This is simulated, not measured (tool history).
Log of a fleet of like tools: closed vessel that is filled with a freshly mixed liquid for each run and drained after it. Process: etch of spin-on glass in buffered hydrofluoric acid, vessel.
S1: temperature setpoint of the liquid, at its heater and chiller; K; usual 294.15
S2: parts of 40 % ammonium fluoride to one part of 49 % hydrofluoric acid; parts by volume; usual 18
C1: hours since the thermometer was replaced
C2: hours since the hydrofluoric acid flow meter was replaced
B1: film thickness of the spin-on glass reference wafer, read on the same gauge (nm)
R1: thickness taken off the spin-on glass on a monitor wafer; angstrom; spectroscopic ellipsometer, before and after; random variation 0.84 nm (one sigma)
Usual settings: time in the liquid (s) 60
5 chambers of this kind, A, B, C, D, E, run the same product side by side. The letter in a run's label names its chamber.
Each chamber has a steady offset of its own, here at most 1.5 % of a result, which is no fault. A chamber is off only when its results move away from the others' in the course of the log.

Run 1C, hour 9: usual settings; C1 484.3; C2 1398.6; B1 60.034. Result: R1 960.65 angstrom.
Run 2B, hour 18.8: usual settings; C1 1444.4; C2 827.7; B1 59.988. Result: R1 955.93 angstrom.
Run 3E, hour 28.6: usual settings; C1 298.9; C2 475.2; B1 59.957. Result: R1 952.63 angstrom.
Run 4A, hour 39.8: usual settings; C1 1135.2; C2 2119.8; B1 60.034. Result: R1 953.56 angstrom.
Run 5D, hour 48.6: usual settings; C1 1306.2; C2 1038.9; B1 60.013. Result: R1 962.59 angstrom.
At hour 57.2: chamber A: hydrofluoric acid flow meter replaced.
Run 6A, hour 59.4: usual settings; C1 1154.8; C2 2.2; B1 60.001. Result: R1 970.58 angstrom.
Run 7D, hour 68.4: usual settings; C1 1326; C2 1058.7; B1 60.015. Result: R1 958.54 angstrom.
Run 8C, hour 75.1: usual settings; C1 550.4; C2 1464.7; B1 60.014. Result: R1 979.84 angstrom.
Run 9E, hour 83.4: usual settings but S1 290.15 K; C1 353.7; C2 530; B1 59.957. Result: R1 770.87 angstrom.
Run 10B, hour 97: usual settings but S1 290.15 K; C1 1522.6; C2 905.9; B1 60.005. Result: R1 757.18 angstrom.
Run 11C, hour 104.9: usual settings but S1 290.15 K; C1 580.2; C2 1494.5; B1 60.013. Result: R1 781.25 angstrom.
Run 12E, hour 119.4: usual settings but S1 290.15 K; C1 389.7; C2 566; B1 59.989. Result: R1 766.36 angstrom.
Run 13A, hour 127.7: usual settings but S1 290.15 K; C1 1223.1; C2 70.5; B1 59.998. Result: R1 780.42 angstrom.
Run 14D, hour 134.3: usual settings but time in the liquid (s) 30; C1 1391.9; C2 1124.6; B1 60.06. Result: R1 486 angstrom.
At hour 137.6: chamber B: hydrofluoric acid flow meter replaced.
Run 15B, hour 148.2: usual settings but time in the liquid (s) 30; C1 1573.8; C2 10.6; B1 60.036. Result: R1 486.6 angstrom.
Run 16A, hour 154.7: usual settings but time in the liquid (s) 30; C1 1250.1; C2 97.5; B1 60.031. Result: R1 493.46 angstrom.
Run 17E, hour 168.9: usual settings but time in the liquid (s) 30; C1 439.2; C2 615.5; B1 60.007. Result: R1 475.16 angstrom.
Run 18C, hour 179.6: usual settings but time in the liquid (s) 30; C1 654.9; C2 1569.2; B1 60.001. Result: R1 482.73 angstrom.
At hour 180.6: chamber C: thermometer replaced.
Run 19B, hour 187.9: usual settings; C1 1613.5; C2 50.3; B1 59.971. Result: R1 952.75 angstrom.
Run 20D, hour 197.1: usual settings; C1 1454.7; C2 1187.4; B1 59.974. Result: R1 995.17 angstrom.
Run 21C, hour 205.8: usual settings; C1 25.2; C2 1595.4; B1 59.997. Result: R1 970.6 angstrom.
Run 22E, hour 216.9: usual settings; C1 487.2; C2 663.5; B1 60.012. Result: R1 957.99 angstrom.
Run 23A, hour 228.7: usual settings; C1 1324.1; C2 171.5; B1 59.973. Result: R1 992.5 angstrom.
Run 24B, hour 242.7: usual settings; C1 1668.3; C2 105.1; B1 59.987. Result: R1 953.45 angstrom.
Run 25D, hour 249.5: usual settings; C1 1507.1; C2 1239.8; B1 60.021. Result: R1 1012.7 angstrom.
Run 26B, hour 264: usual settings; C1 1689.6; C2 126.4; B1 59.991. Result: R1 969.03 angstrom.
Run 27A, hour 274.3: usual settings; C1 1369.7; C2 217.1; B1 59.972. Result: R1 971.18 angstrom.
At hour 279: chamber E: hydrofluoric acid flow meter replaced.
Run 28D, hour 282.9: usual settings; C1 1540.5; C2 1273.2; B1 59.971. Result: R1 1030 angstrom.
Run 29E, hour 295.5: usual settings; C1 565.8; C2 16.6; B1 59.976. Result: R1 951.33 angstrom.
Run 30C, hour 308.8: usual settings; C1 128.2; C2 1698.4; B1 60.002. Result: R1 968.06 angstrom.
Run 31D, hour 322.9: usual settings but time in the liquid (s) 45; C1 1580.5; C2 1313.2; B1 59.997. Result: R1 767.17 angstrom.
Run 32A, hour 331.4: usual settings but time in the liquid (s) 45; C1 1426.8; C2 274.2; B1 59.981. Result: R1 724.85 angstrom.
Run 33B, hour 341.8: usual settings but time in the liquid (s) 45; C1 1767.4; C2 204.2; B1 60.011. Result: R1 730.66 angstrom.
At hour 351.9: chamber A: thermometer replaced.
Run 34C, hour 355.9: usual settings but time in the liquid (s) 45; C1 175.3; C2 1745.5; B1 60.016. Result: R1 725.63 angstrom.
Run 35E, hour 369.1: usual settings but time in the liquid (s) 45; C1 639.4; C2 90.2; B1 59.96. Result: R1 722.44 angstrom.
Run 36A, hour 376.2: usual settings; C1 24.4; C2 319; B1 60.01. Result: R1 966.95 angstrom.
Run 37D, hour 383.1: usual settings; C1 1640.7; C2 1373.4; B1 59.989. Result: R1 1050.9 angstrom.

Is one chamber off against the others, does the gauge drift, or is nothing wrong? If a chamber is off, say which, and what the likeliest cause is.

Chamber D drifts away from the others.
Cause: liquid hotter than its thermometer reads (K) = 1.11.
The log may not tell that from: hydrofluoric acid flow above the setpoint (%).

Here are 4 candidates for chamber D's next run, each the usual settings with a change, their results left as question marks. Which one brings its results back in line with what the others give on the usual settings?
In line means no further than this from the other chambers' mean on the usual settings: R1 29 angstrom
Run 38D-1, hour 393.7: usual settings but S1 293.65 K, S2 19 parts by volume. Result: R1 ?.
Run 38D-2, hour 393.7: usual settings but S1 294.65 K, S2 17.5 parts by volume, time in the liquid (s) 65. Result: R1 ?.
Run 38D-3, hour 393.7: usual settings but time in the liquid (s) 65. Result: R1 ?.
Run 38D-4, hour 393.7: usual settings but S1 293.15 K, S2 19.5 parts by volume. Result: R1 ?.

The other chambers' mean on the usual settings: R1 965.17 angstrom
  run      R1
38D-1  952.09
38D-2  1181.6
38D-3  1118.1
38D-4  902.68
38D-1 brings the chamber back in line.
